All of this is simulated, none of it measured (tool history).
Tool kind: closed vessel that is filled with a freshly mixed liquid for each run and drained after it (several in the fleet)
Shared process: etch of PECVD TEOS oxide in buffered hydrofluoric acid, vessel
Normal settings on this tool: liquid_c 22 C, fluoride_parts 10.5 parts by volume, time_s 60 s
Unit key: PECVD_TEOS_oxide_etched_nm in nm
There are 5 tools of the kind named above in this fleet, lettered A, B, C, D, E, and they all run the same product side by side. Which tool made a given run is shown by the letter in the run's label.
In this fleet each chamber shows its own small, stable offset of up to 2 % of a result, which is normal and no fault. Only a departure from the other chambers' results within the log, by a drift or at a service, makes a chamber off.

| run | hour | liquid_c | fluoride_parts | time_s | read-back film thickness of the PECVD TEOS oxide reference wafer, read on the same gauge (nm) | PECVD_TEOS_oxide_etched_nm |
|---|---|---|---|---|---|---|
| 1B | 2.7 | 22 | 10.5 | 60 | 149.99 | 96.05 |
| 2A | 7.4 | 22 | 10.5 | 60 | 150 | 95.233 |
| 3D | 10.3 | 22 | 10.5 | 60 | 150 | 95.193 |
| 4C | 15.6 | 22 | 10.5 | 60 | 150 | 94.549 |
| 5E | 19.8 | 22 | 10.5 | 60 | 149.98 | 96.405 |
| 6B | 23.2 | 22 | 10.5 | 60 | 149.98 | 96.079 |
| 7A | 27.4 | 22 | 12 | 60 | 149.98 | 83.854 |
| 8C | 32.3 | 22 | 12 | 60 | 150.02 | 82.534 |
| 9D | 35.3 | 22 | 12 | 60 | 149.98 | 83.999 |
| 10E | 38.4 | 22 | 12 | 60 | 150.02 | 83.432 |
| 11C | 42.8 | 22 | 12 | 60 | 150 | 82.467 |
| 12B | 45.2 | 26.5 | 10.5 | 30 | 149.97 | 61.072 |
| 13E | 49.3 | 26.5 | 10.5 | 30 | 150 | 61.025 |
| 14A | 52.3 | 26.5 | 10.5 | 30 | 149.98 | 60.879 |
| 15D | 55.5 | 26.5 | 10.5 | 30 | 150.03 | 60.386 |
| 16C | 60.2 | 26.5 | 10.5 | 30 | 150.01 | 59.746 |
| 17B | 64.7 | 22 | 10.5 | 60 | 150.02 | 96.114 |
| 18E | 67.2 | 22 | 10.5 | 60 | 150.01 | 96.754 |
| 19D | 70.5 | 22 | 10.5 | 45 | 150.01 | 71.631 |
| 20A | 73 | 22 | 10.5 | 45 | 149.98 | 71.678 |
| 21E | 77.1 | 22 | 10.5 | 45 | 150.03 | 71.714 |
| 22B | 80.2 | 22 | 10.5 | 45 | 150.01 | 72.305 |
| 23A | 82.8 | 22 | 10.5 | 45 | 150.01 | 72.167 |
| 24C | 85.9 | 22 | 10.5 | 60 | 149.98 | 94.33 |
| 25D | 90.2 | 22 | 10.5 | 60 | 149.99 | 95.048 |
| 26D | 92.8 | 22 | 10.5 | 60 | 150 | 95.372 |
| 27E | 96.9 | 22 | 10.5 | 60 | 149.97 | 95.524 |
| 28B | 101.5 | 22 | 10.5 | 60 | 149.97 | 96 |
| 29A | 105.1 | 22 | 10.5 | 60 | 149.98 | 94.868 |
| 30C | 109.7 | 22 | 10.5 | 35 | 149.99 | 54.532 |
| 31D | 114 | 22 | 10.5 | 35 | 150.05 | 56.004 |
| 32B | 116.7 | 22 | 10.5 | 35 | 150 | 55.847 |
| 33C | 120.4 | 22 | 10.5 | 35 | 150.01 | 54.762 |
| 34A | 125.2 | 22 | 10.5 | 35 | 150.01 | 56.256 |
| 35E | 129.4 | 22 | 10.5 | 60 | 150.02 | 96.274 |
| 36A | 133.5 | 22 | 10.5 | 60 | 150.02 | 95.135 |

Is one chamber out of step, is the gauge drifting, or do the chambers differ by no more than their own small offsets? For an off chamber, give its letter and the likeliest cause.

No chamber is off and the gauge is stable; the differences are just each chamber's small, constant offset.
